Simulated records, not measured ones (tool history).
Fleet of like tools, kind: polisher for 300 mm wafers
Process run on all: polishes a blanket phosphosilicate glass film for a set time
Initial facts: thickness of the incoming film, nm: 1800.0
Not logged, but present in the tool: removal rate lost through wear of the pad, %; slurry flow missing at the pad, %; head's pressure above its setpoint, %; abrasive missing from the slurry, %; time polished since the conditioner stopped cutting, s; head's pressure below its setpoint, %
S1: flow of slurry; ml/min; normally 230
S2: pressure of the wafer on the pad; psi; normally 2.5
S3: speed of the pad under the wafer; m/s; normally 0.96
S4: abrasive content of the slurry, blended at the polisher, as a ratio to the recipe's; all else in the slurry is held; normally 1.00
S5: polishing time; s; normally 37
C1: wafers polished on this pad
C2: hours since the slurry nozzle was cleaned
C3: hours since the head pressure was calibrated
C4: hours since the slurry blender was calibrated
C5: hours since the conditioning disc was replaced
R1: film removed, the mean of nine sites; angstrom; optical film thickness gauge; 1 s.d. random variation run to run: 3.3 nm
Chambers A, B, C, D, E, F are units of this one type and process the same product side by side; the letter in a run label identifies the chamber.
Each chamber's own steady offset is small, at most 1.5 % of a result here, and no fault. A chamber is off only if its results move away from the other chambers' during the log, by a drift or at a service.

run 1F hour=2.1 | S1=230 S2=2.5 S3=0.96 S4=1.00 S5=37 | C1=1295 C2=615.2 C3=181.3 C4=263.6 C5=185.1 | R1=2695.7
-- hour=4.6 chamber F: worn pad replaced by a new one
run 2C hour=6.2 | S1=230 S2=2.5 S3=0.96 S4=1.00 S5=37 | C1=105 C2=450.0 C3=1033.2 C4=113.3 C5=38.4 | R1=2659.4
run 3E hour=10.4 | S1=230 S2=2.5 S3=0.96 S4=1.00 S5=37 | C1=237 C2=248.2 C3=717.5 C4=24.1 C5=242.7 | R1=2687.3
run 4B hour=12.4 | S1=230 S2=2.5 S3=0.96 S4=1.00 S5=37 | C1=343 C2=126.8 C3=544.7 C4=135.2 C5=17.2 | R1=2682.0
run 5A hour=16.3 | S1=230 S2=2.5 S3=0.96 S4=1.00 S5=37 | C1=422 C2=270.9 C3=421.7 C4=276.6 C5=343.1 | R1=2706.2
run 6D hour=20.3 | S1=230 S2=2.5 S3=0.96 S4=1.00 S5=37 | C1=612 C2=582.0 C3=791.9 C4=170.9 C5=47.0 | R1=2570.6
run 7F hour=24.3 | S1=230 S2=2.5 S3=0.96 S4=1.00 S5=37 | C1=216 C2=637.4 C3=203.5 C4=285.8 C5=207.3 | R1=2721.7
run 8A hour=27.9 | S1=230 S2=2.5 S3=0.96 S4=1.00 S5=37 | C1=549 C2=282.5 C3=433.3 C4=288.2 C5=354.7 | R1=2619.2
run 9D hour=30.4 | S1=205 S2=2.5 S3=0.96 S4=1.00 S5=37 | C1=723 C2=592.1 C3=802.0 C4=181.0 C5=57.1 | R1=2614.6
-- hour=32.0 chamber D: worn pad replaced by a new one
run 10B hour=34.3 | S1=205 S2=2.5 S3=0.96 S4=1.00 S5=37 | C1=583 C2=148.7 C3=566.6 C4=157.1 C5=39.1 | R1=2616.2
run 11E hour=37.1 | S1=205 S2=2.5 S3=0.96 S4=1.00 S5=37 | C1=530 C2=274.9 C3=744.2 C4=50.8 C5=269.4 | R1=2660.6
run 12C hour=39.0 | S1=205 S2=2.5 S3=0.96 S4=1.00 S5=37 | C1=464 C2=482.8 C3=1066.0 C4=146.1 C5=71.2 | R1=2628.7
run 13A hour=41.3 | S1=205 S2=2.5 S3=0.96 S4=1.00 S5=37 | C1=696 C2=295.9 C3=446.7 C4=301.6 C5=368.1 | R1=2632.9
run 14E hour=43.8 | S1=205 S2=2.5 S3=0.96 S4=1.00 S5=37 | C1=603 C2=281.6 C3=750.9 C4=57.5 C5=276.1 | R1=2601.9
-- hour=44.1 chamber E: head pressure recalibrated
run 15B hour=46.5 | S1=230 S2=2.5 S3=0.96 S4=1.00 S5=37 | C1=716 C2=160.9 C3=578.8 C4=169.3 C5=51.3 | R1=2611.2
run 16C hour=49.0 | S1=230 S2=2.5 S3=0.96 S4=0.80 S5=37 | C1=574 C2=492.8 C3=1076.0 C4=156.1 C5=81.2 | R1=2408.3
-- hour=50.5 chamber A: head pressure recalibrated
run 17D hour=52.7 | S1=230 S2=2.5 S3=0.96 S4=0.80 S5=37 | C1=227 C2=614.4 C3=824.3 C4=203.3 C5=79.4 | R1=2365.3
run 18F hour=55.8 | S1=230 S2=2.5 S3=0.96 S4=0.80 S5=37 | C1=561 C2=668.9 C3=235.0 C4=317.3 C5=238.8 | R1=2439.3
run 19C hour=59.4 | S1=230 S2=2.5 S3=0.96 S4=0.80 S5=37 | C1=687 C2=503.2 C3=1086.4 C4=166.5 C5=91.6 | R1=2353.1
-- hour=60.4 chamber E: conditioning disc replaced and pad reconditioned
run 20D hour=61.4 | S1=230 S2=2.5 S3=0.96 S4=0.80 S5=37 | C1=322 C2=623.1 C3=833.0 C4=212.0 C5=88.1 | R1=2385.2
-- hour=64.3 chamber F: slurry nozzle cleaned
run 21F hour=65.3 | S1=230 S2=2.5 S3=0.96 S4=0.80 S5=37 | C1=665 C2=1.0 C3=244.5 C4=326.8 C5=248.3 | R1=2382.0
run 22A hour=69.6 | S1=230 S2=1.6 S3=0.96 S4=1.00 S5=37 | C1=1005 C2=324.2 C3=19.2 C4=329.9 C5=396.4 | R1=1845.0
-- hour=70.1 chamber E: worn pad replaced by a new one
-- hour=70.4 chamber F: slurry blender recalibrated
run 23B hour=72.0 | S1=230 S2=1.6 S3=0.96 S4=1.00 S5=37 | C1=996 C2=186.4 C3=604.3 C4=194.8 C5=76.8 | R1=1690.8
run 24E hour=74.1 | S1=230 S2=1.6 S3=0.96 S4=1.00 S5=37 | C1=43 C2=311.9 C3=30.1 C4=87.8 C5=13.8 | R1=1745.3
-- hour=76.5 chamber A: conditioning disc replaced and pad reconditioned
-- hour=76.5 chamber C: worn pad replaced by a new one
run 25A hour=76.9 | S1=230 S2=1.6 S3=0.96 S4=1.00 S5=37 | C1=1085 C2=331.5 C3=26.5 C4=337.2 C5=0.5 | R1=1899.5
-- hour=77.9 chamber C: conditioning disc replaced and pad reconditioned
-- hour=78.8 chamber B: head pressure recalibrated
run 26D hour=79.6 | S1=230 S2=1.6 S3=0.96 S4=1.00 S5=37 | C1=521 C2=641.3 C3=851.2 C4=230.2 C5=106.3 | R1=1658.1
-- hour=82.7 chamber A: slurry blender recalibrated
run 27B hour=83.3 | S1=230 S2=1.6 S3=0.96 S4=1.00 S5=37 | C1=1119 C2=197.7 C3=4.6 C4=206.1 C5=88.1 | R1=1668.6
run 28F hour=85.4 | S1=230 S2=2.5 S3=0.96 S4=1.00 S5=37 | C1=885 C2=21.1 C3=264.6 C4=15.0 C5=268.4 | R1=2662.6
-- hour=86.9 chamber B: worn pad replaced by a new one
-- hour=88.2 chamber D: slurry blender recalibrated
run 29C hour=89.7 | S1=230 S2=2.5 S3=0.96 S4=1.00 S5=37 | C1=144 C2=533.5 C3=1116.7 C4=196.8 C5=11.8 | R1=2667.4
run 30E hour=93.5 | S1=230 S2=2.5 S3=0.96 S4=1.00 S5=37 | C1=256 C2=331.3 C3=49.5 C4=107.2 C5=33.2 | R1=2725.8
run 31E hour=97.2 | S1=230 S2=2.5 S3=0.96 S4=1.00 S5=37 | C1=296 C2=335.0 C3=53.2 C4=110.9 C5=36.9 | R1=2719.1
run 32C hour=101.5 | S1=230 S2=2.5 S3=0.96 S4=1.00 S5=37 | C1=273 C2=545.3 C3=1128.5 C4=208.6 C5=23.6 | R1=2674.5
-- hour=102.6 chamber A: worn pad replaced by a new one
run 33F hour=105.8 | S1=230 S2=2.5 S3=0.96 S4=1.25 S5=37 | C1=1108 C2=41.5 C3=285.0 C4=35.4 C5=288.8 | R1=2915.2
run 34B hour=108.5 | S1=230 S2=2.5 S3=0.96 S4=1.25 S5=37 | C1=236 C2=222.9 C3=29.8 C4=231.3 C5=113.3 | R1=2945.7
-- hour=111.2 chamber D: worn pad replaced by a new one
run 35A hour=112.0 | S1=230 S2=2.5 S3=0.96 S4=1.25 S5=37 | C1=102 C2=366.6 C3=61.6 C4=29.3 C5=35.6 | R1=3315.6
run 36D hour=116.0 | S1=230 S2=2.5 S3=0.96 S4=1.25 S5=37 | C1=53 C2=677.7 C3=887.6 C4=27.9 C5=142.7 | R1=2807.9
run 37E hour=118.6 | S1=230 S2=2.5 S3=0.96 S4=1.25 S5=37 | C1=530 C2=356.4 C3=74.6 C4=132.3 C5=58.3 | R1=2929.4

Read the log: is a single chamber off, either drifting away or since a service, is the gauge that measures every chamber drifting, or is nothing wrong beyond small per-chamber offsets? Name any odd chamber and what most likely caused it.

Chamber A has stood off from the others ever since a service on it.
Most likely cause: head's pressure above its setpoint, % = 10.8.

Below are 4 candidate recipes for chamber A's next run, each the usual settings with a change, their results shown as question marks. Which of them brings A's results back in line with what the other chambers give on the usual settings?
In-line tolerance around the mean of the other chambers on the usual settings: R1 110.0 angstrom
run 38A-1 hour=121.7 | S1=230 S2=2.4 S3=0.92 S4=1.00 S5=36 | R1=?
run 38A-2 hour=121.7 | S1=230 S2=2.5 S3=0.98 S4=1.00 S5=38 | R1=?
run 38A-3 hour=121.7 | S1=230 S2=2.6 S3=1.00 S4=1.00 S5=39 | R1=?
run 38A-4 hour=121.7 | S1=230 S2=2.5 S3=0.94 S4=1.00 S5=36 | R1=?

Usual-settings mean across the other chambers: R1 2656.3 angstrom
run=38A-1 R1=2690.2
run=38A-2 R1=3114.3
run=38A-3 R1=3380.4
run=38A-4 R1=2852.9
38A-1 puts the chamber back in line with the other chambers.
